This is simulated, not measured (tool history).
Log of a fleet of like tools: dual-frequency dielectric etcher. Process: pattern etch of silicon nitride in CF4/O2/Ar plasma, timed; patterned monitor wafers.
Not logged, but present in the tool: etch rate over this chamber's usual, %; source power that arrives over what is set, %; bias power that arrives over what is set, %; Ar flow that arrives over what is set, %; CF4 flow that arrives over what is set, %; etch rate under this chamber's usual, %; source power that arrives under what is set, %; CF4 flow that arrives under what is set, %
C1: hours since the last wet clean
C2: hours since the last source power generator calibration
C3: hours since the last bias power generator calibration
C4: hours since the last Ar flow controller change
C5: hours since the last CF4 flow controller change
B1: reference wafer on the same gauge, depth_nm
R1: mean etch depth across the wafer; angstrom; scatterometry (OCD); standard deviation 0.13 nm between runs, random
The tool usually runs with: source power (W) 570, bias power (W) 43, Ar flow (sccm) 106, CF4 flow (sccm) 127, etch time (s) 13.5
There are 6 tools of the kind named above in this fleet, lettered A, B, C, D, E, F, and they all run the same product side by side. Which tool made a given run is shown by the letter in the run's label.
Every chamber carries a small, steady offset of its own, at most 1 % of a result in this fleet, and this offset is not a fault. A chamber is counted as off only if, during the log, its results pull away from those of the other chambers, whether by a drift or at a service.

Run 1D, hour 5.1: usual settings; C1 282.7; C2 1763.7; C3 1921; C4 3782.3; C5 492.6; B1 29.001. Result: R1 278.74 angstrom.
Run 2C, hour 10.6: usual settings; C1 22.3; C2 1286.3; C3 857.6; C4 3948; C5 3592.2; B1 28.986. Result: R1 274.53 angstrom.
At hour 11.2: chamber B: wet clean of the chamber.
Run 3A, hour 16: usual settings; C1 503.1; C2 576.5; C3 3121.7; C4 3706.7; C5 3036.6; B1 28.976. Result: R1 279.07 angstrom.
Run 4F, hour 19.8: usual settings; C1 269.3; C2 1085.4; C3 2376; C4 1586.9; C5 1539.9; B1 28.992. Result: R1 282.1 angstrom.
Run 5B, hour 24.6: usual settings; C1 13.4; C2 2433.7; C3 811.3; C4 261.4; C5 3090.7; B1 29.015. Result: R1 279.15 angstrom.
Run 6E, hour 29.6: usual settings; C1 242.7; C2 654; C3 1530.6; C4 2937; C5 90; B1 29.026. Result: R1 282.14 angstrom.
Run 7B, hour 35: usual settings; C1 23.8; C2 2444.1; C3 821.7; C4 271.8; C5 3101.1; B1 29.014. Result: R1 279.91 angstrom.
Run 8C, hour 40.4: usual settings; C1 52.1; C2 1316.1; C3 887.4; C4 3977.8; C5 3622; B1 29.039. Result: R1 276.84 angstrom.
Run 9D, hour 46.3: usual settings but source power (W) 680, bias power (W) 49; C1 323.9; C2 1804.9; C3 1962.2; C4 3823.5; C5 533.8; B1 29.02. Result: R1 341.47 angstrom.
At hour 51.1: chamber D: source power generator calibrated.
Run 10E, hour 51.7: usual settings but source power (W) 680, bias power (W) 49; C1 264.8; C2 676.1; C3 1552.7; C4 2959.1; C5 112.1; B1 29.004. Result: R1 345.96 angstrom.
Run 11F, hour 56.6: usual settings but source power (W) 680, bias power (W) 49; C1 306.1; C2 1122.2; C3 2412.8; C4 1623.7; C5 1576.7; B1 28.992. Result: R1 343.27 angstrom.
Run 12A, hour 59.3: usual settings but source power (W) 680, bias power (W) 49; C1 546.4; C2 619.8; C3 3165; C4 3750; C5 3079.9; B1 29.006. Result: R1 341.82 angstrom.
Run 13D, hour 64.9: usual settings but source power (W) 680, bias power (W) 49; C1 342.5; C2 13.9; C3 1980.8; C4 3842.1; C5 552.4; B1 29.008. Result: R1 329.82 angstrom.
Run 14B, hour 70.3: usual settings but source power (W) 680, bias power (W) 49; C1 59.1; C2 2479.4; C3 857; C4 307.1; C5 3136.4; B1 28.964. Result: R1 342.15 angstrom.
Run 15C, hour 73: usual settings; C1 84.7; C2 1348.7; C3 920; C4 4010.4; C5 3654.6; B1 28.976. Result: R1 277.03 angstrom.
Run 16F, hour 77.2: usual settings; C1 326.7; C2 1142.8; C3 2433.4; C4 1644.3; C5 1597.3; B1 28.964. Result: R1 279.29 angstrom.
At hour 80: chamber F: wet clean of the chamber.
Run 17A, hour 81.1: usual settings; C1 568.2; C2 641.6; C3 3186.8; C4 3771.8; C5 3101.7; B1 29.006. Result: R1 279.98 angstrom.
Run 18E, hour 84.9: usual settings; C1 298; C2 709.3; C3 1585.9; C4 2992.3; C5 145.3; B1 29.011. Result: R1 281.83 angstrom.
Run 19A, hour 88.6: usual settings; C1 575.7; C2 649.1; C3 3194.3; C4 3779.3; C5 3109.2; B1 29.052. Result: R1 281.31 angstrom.
Run 20F, hour 92: usual settings; C1 12; C2 1157.6; C3 2448.2; C4 1659.1; C5 1612.1; B1 29.001. Result: R1 280.49 angstrom.
Run 21E, hour 95.2: usual settings; C1 308.3; C2 719.6; C3 1596.2; C4 3002.6; C5 155.6; B1 29.011. Result: R1 282.11 angstrom.
Run 22C, hour 98.4: usual settings; C1 110.1; C2 1374.1; C3 945.4; C4 4035.8; C5 3680; B1 29.008. Result: R1 273.46 angstrom.
Run 23B, hour 103.4: usual settings but Ar flow (sccm) 120, CF4 flow (sccm) 110; C1 92.2; C2 2512.5; C3 890.1; C4 340.2; C5 3169.5; B1 29.01. Result: R1 269.53 angstrom.
Run 24D, hour 105.9: usual settings but Ar flow (sccm) 120, CF4 flow (sccm) 110; C1 383.5; C2 54.9; C3 2021.8; C4 3883.1; C5 593.4; B1 29.007. Result: R1 258.3 angstrom.
Run 25E, hour 108.6: usual settings but Ar flow (sccm) 120, CF4 flow (sccm) 110; C1 321.7; C2 733; C3 1609.6; C4 3016; C5 169; B1 29.033. Result: R1 271.02 angstrom.
Run 26F, hour 114.2: usual settings but Ar flow (sccm) 120, CF4 flow (sccm) 110; C1 34.2; C2 1179.8; C3 2470.4; C4 1681.3; C5 1634.3; B1 29.002. Result: R1 273.4 angstrom.
Run 27A, hour 118.7: usual settings but Ar flow (sccm) 120, CF4 flow (sccm) 110; C1 605.8; C2 679.2; C3 3224.4; C4 3809.4; C5 3139.3; B1 28.995. Result: R1 270.59 angstrom.
Run 28C, hour 122.9: usual settings but Ar flow (sccm) 120, CF4 flow (sccm) 110; C1 134.6; C2 1398.6; C3 969.9; C4 4060.3; C5 3704.5; B1 29.021. Result: R1 267.53 angstrom.
Run 29B, hour 128: usual settings; C1 116.8; C2 2537.1; C3 914.7; C4 364.8; C5 3194.1; B1 29.028. Result: R1 278.01 angstrom.
Run 30D, hour 131.7: usual settings; C1 409.3; C2 80.7; C3 2047.6; C4 3908.9; C5 619.2; B1 29.009. Result: R1 269.25 angstrom.
Run 31A, hour 137.5: usual settings; C1 624.6; C2 698; C3 3243.2; C4 3828.2; C5 3158.1; B1 28.995. Result: R1 280.9 angstrom.
Run 32D, hour 141.2: usual settings; C1 418.8; C2 90.2; C3 2057.1; C4 3918.4; C5 628.7; B1 28.994. Result: R1 270.4 angstrom.
Run 33B, hour 145.2: usual settings; C1 134; C2 2554.3; C3 931.9; C4 382; C5 3211.3; B1 28.995. Result: R1 280.21 angstrom.
Run 34C, hour 151: usual settings but bias power (W) 52; C1 162.7; C2 1426.7; C3 998; C4 4088.4; C5 3732.6; B1 29.024. Result: R1 294.65 angstrom.
Run 35F, hour 156.5: usual settings but bias power (W) 52; C1 76.5; C2 1222.1; C3 2512.7; C4 1723.6; C5 1676.6; B1 29.002. Result: R1 301.77 angstrom.
Run 36E, hour 160.6: usual settings but bias power (W) 52; C1 373.7; C2 785; C3 1661.6; C4 3068; C5 221; B1 29.037. Result: R1 299.15 angstrom.
Run 37B, hour 164.3: usual settings but bias power (W) 52; C1 153.1; C2 2573.4; C3 951; C4 401.1; C5 3230.4; B1 29.034. Result: R1 301.37 angstrom.
Run 38D, hour 167.4: usual settings but bias power (W) 52; C1 445; C2 116.4; C3 2083.3; C4 3944.6; C5 654.9; B1 29.012. Result: R1 290 angstrom.

Which is it: a chamber that has drifted or been left off by a service, a gauge drift common to all chambers, or only each chamber's usual small offset? If a chamber is off, name it and its likeliest cause.

Chamber D came out of a service off from its peers and stayed that way.
Likeliest cause: source power that arrives under what is set, % = 3.91.

Below are 4 candidate recipes for chamber D's next run, each the usual settings with a change, their results shown as question marks. Which of them brings D's results back in line with what the other chambers give on the usual settings?
In line here means within this much of the mean the other chambers give on the usual settings: R1 4.5 angstrom
Run 39D-1, hour 171.7: usual settings but bias power (W) 38. Result: R1 ?.
Run 39D-2, hour 171.7: usual settings but source power (W) 550, bias power (W) 42, CF4 flow (sccm) 126, etch time (s) 13. Result: R1 ?.
Run 39D-3, hour 171.7: usual settings but source power (W) 590, bias power (W) 44. Result: R1 ?.
Run 39D-4, hour 171.7: usual settings but Ar flow (sccm) 105, CF4 flow (sccm) 128, etch time (s) 14.5. Result: R1 ?.

The mean the other chambers reach with the usual settings: R1 279.51 angstrom
  run      R1
39D-1  257.19
39D-2  248.13
39D-3  279.11
39D-4  288.98
39D-3 brings the chamber back in line.

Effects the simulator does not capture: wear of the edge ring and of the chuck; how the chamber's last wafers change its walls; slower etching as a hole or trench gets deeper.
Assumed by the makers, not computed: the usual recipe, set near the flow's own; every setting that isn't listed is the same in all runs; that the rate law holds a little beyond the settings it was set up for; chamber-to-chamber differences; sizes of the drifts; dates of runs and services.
